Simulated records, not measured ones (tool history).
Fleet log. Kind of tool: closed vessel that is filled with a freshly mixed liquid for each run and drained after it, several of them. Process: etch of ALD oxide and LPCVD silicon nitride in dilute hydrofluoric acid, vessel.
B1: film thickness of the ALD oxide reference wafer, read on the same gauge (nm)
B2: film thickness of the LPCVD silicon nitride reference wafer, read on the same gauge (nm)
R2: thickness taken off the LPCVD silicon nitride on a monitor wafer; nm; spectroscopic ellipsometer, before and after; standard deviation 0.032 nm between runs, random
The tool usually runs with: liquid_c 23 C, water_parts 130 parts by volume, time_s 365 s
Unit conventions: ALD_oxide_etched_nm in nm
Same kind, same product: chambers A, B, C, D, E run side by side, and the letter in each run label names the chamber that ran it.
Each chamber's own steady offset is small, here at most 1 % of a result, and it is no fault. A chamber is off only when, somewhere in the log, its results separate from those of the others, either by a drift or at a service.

run 1D hour=4.3 | liquid_c=23 water_parts=130 time_s=365 | B1=30.042 B2=89.973 | ALD_oxide_etched_nm=30.368 R2=1.3089
run 2C hour=9.8 | liquid_c=23 water_parts=130 time_s=365 | B1=29.985 B2=90.026 | ALD_oxide_etched_nm=30.524 R2=1.3222
run 3A hour=18.4 | liquid_c=23 water_parts=130 time_s=365 | B1=29.986 B2=89.947 | ALD_oxide_etched_nm=30.337 R2=1.3479
run 4B hour=27.6 | liquid_c=23 water_parts=130 time_s=365 | B1=30.025 B2=89.979 | ALD_oxide_etched_nm=30.672 R2=1.307
run 5E hour=35.6 | liquid_c=23 water_parts=130 time_s=365 | B1=30.018 B2=90.006 | ALD_oxide_etched_nm=30.289 R2=1.3163
run 6C hour=41.7 | liquid_c=23 water_parts=130 time_s=365 | B1=29.982 B2=89.989 | ALD_oxide_etched_nm=30.498 R2=1.3775
run 7B hour=46.4 | liquid_c=23 water_parts=130 time_s=365 | B1=30.008 B2=89.995 | ALD_oxide_etched_nm=30.479 R2=1.3017
run 8D hour=54.3 | liquid_c=23 water_parts=130 time_s=365 | B1=29.997 B2=90 | ALD_oxide_etched_nm=30.489 R2=1.3366
run 9A hour=61.1 | liquid_c=26 water_parts=130 time_s=475 | B1=30.039 B2=90.021 | ALD_oxide_etched_nm=44.408 R2=2.0146
run 10E hour=66.6 | liquid_c=26 water_parts=130 time_s=475 | B1=29.982 B2=89.995 | ALD_oxide_etched_nm=44.145 R2=2.0294
run 11A hour=75.1 | liquid_c=26 water_parts=130 time_s=475 | B1=29.998 B2=90.015 | ALD_oxide_etched_nm=44.554 R2=2.0845
run 12C hour=83.8 | liquid_c=26 water_parts=130 time_s=475 | B1=29.968 B2=90.02 | ALD_oxide_etched_nm=44.586 R2=2.0578
run 13E hour=93.1 | liquid_c=26 water_parts=130 time_s=475 | B1=30.008 B2=90.007 | ALD_oxide_etched_nm=44.106 R2=2.0288
run 14B hour=98.8 | liquid_c=19 water_parts=70 time_s=365 | B1=30.003 B2=90.046 | ALD_oxide_etched_nm=52.199 R2=1.8094
run 15D hour=105.9 | liquid_c=19 water_parts=70 time_s=365 | B1=29.987 B2=89.973 | ALD_oxide_etched_nm=52.334 R2=1.8036
run 16B hour=111.7 | liquid_c=19 water_parts=70 time_s=365 | B1=30.028 B2=89.973 | ALD_oxide_etched_nm=52.392 R2=1.8628
run 17C hour=116.5 | liquid_c=19 water_parts=70 time_s=365 | B1=29.949 B2=90.038 | ALD_oxide_etched_nm=51.349 R2=1.8494
run 18A hour=122.2 | liquid_c=19 water_parts=70 time_s=365 | B1=30.014 B2=90.016 | ALD_oxide_etched_nm=51.037 R2=1.7565
run 19E hour=129.8 | liquid_c=23 water_parts=130 time_s=365 | B1=29.95 B2=89.971 | ALD_oxide_etched_nm=30.633 R2=1.3211
run 20D hour=138.2 | liquid_c=23 water_parts=130 time_s=365 | B1=29.97 B2=89.988 | ALD_oxide_etched_nm=30.481 R2=1.3285
run 21D hour=147 | liquid_c=23 water_parts=130 time_s=365 | B1=29.971 B2=89.986 | ALD_oxide_etched_nm=30.343 R2=1.3084
-- hour=149.6 chamber B: hydrofluoric acid flow meter replaced
run 22C hour=152.1 | liquid_c=23 water_parts=130 time_s=365 | B1=30.019 B2=89.994 | ALD_oxide_etched_nm=30.577 R2=1.312
-- hour=153.7 chamber C: hydrofluoric acid flow meter replaced
run 23A hour=160.8 | liquid_c=23 water_parts=130 time_s=365 | B1=30.027 B2=90.024 | ALD_oxide_etched_nm=30.396 R2=1.3497
-- hour=165.9 chamber D: thermometer replaced
run 24B hour=169.7 | liquid_c=23 water_parts=130 time_s=440 | B1=30.024 B2=90.038 | ALD_oxide_etched_nm=36.825 R2=1.5583
run 25E hour=178.4 | liquid_c=23 water_parts=130 time_s=440 | B1=29.98 B2=89.978 | ALD_oxide_etched_nm=36.697 R2=1.5874
run 26E hour=187.6 | liquid_c=23 water_parts=130 time_s=440 | B1=29.98 B2=89.999 | ALD_oxide_etched_nm=36.635 R2=1.6072
run 27C hour=195.2 | liquid_c=23 water_parts=130 time_s=440 | B1=29.948 B2=89.992 | ALD_oxide_etched_nm=36.761 R2=1.5666
run 28A hour=200.2 | liquid_c=23 water_parts=130 time_s=440 | B1=30.014 B2=90.072 | ALD_oxide_etched_nm=36.747 R2=1.6207
run 29B hour=208.5 | liquid_c=23 water_parts=130 time_s=365 | B1=30.027 B2=89.989 | ALD_oxide_etched_nm=30.318 R2=1.3148
run 30D hour=218.1 | liquid_c=23 water_parts=130 time_s=365 | B1=30.015 B2=90.017 | ALD_oxide_etched_nm=30.572 R2=1.332
run 31E hour=223.4 | liquid_c=23 water_parts=130 time_s=365 | B1=30.029 B2=89.991 | ALD_oxide_etched_nm=30.432 R2=1.3251
-- hour=224.9 chamber A: thermometer replaced
run 32A hour=230 | liquid_c=23 water_parts=130 time_s=365 | B1=30.018 B2=89.991 | ALD_oxide_etched_nm=30.536 R2=1.2792
run 33D hour=239.4 | liquid_c=23 water_parts=130 time_s=365 | B1=30.002 B2=90.02 | ALD_oxide_etched_nm=30.39 R2=1.3346

Each of the 5 chambers runs these same settings next. Fill in every chamber's results:
run 34A hour=246.3 | liquid_c=25 water_parts=130 time_s=365 | ALD_oxide_etched_nm=? R2=?
run 34B hour=246.3 | liquid_c=25 water_parts=130 time_s=365 | ALD_oxide_etched_nm=? R2=?
run 34C hour=246.3 | liquid_c=25 water_parts=130 time_s=365 | ALD_oxide_etched_nm=? R2=?
run 34D hour=246.3 | liquid_c=25 water_parts=130 time_s=365 | ALD_oxide_etched_nm=? R2=?
run 34E hour=246.3 | liquid_c=25 water_parts=130 time_s=365 | ALD_oxide_etched_nm=? R2=?

run=34A ALD_oxide_etched_nm=32.665 R2=1.5143
run=34B ALD_oxide_etched_nm=32.634 R2=1.45
run=34C ALD_oxide_etched_nm=32.963 R2=1.5146
run=34D ALD_oxide_etched_nm=32.675 R2=1.5098
run=34E ALD_oxide_etched_nm=32.838 R2=1.5207
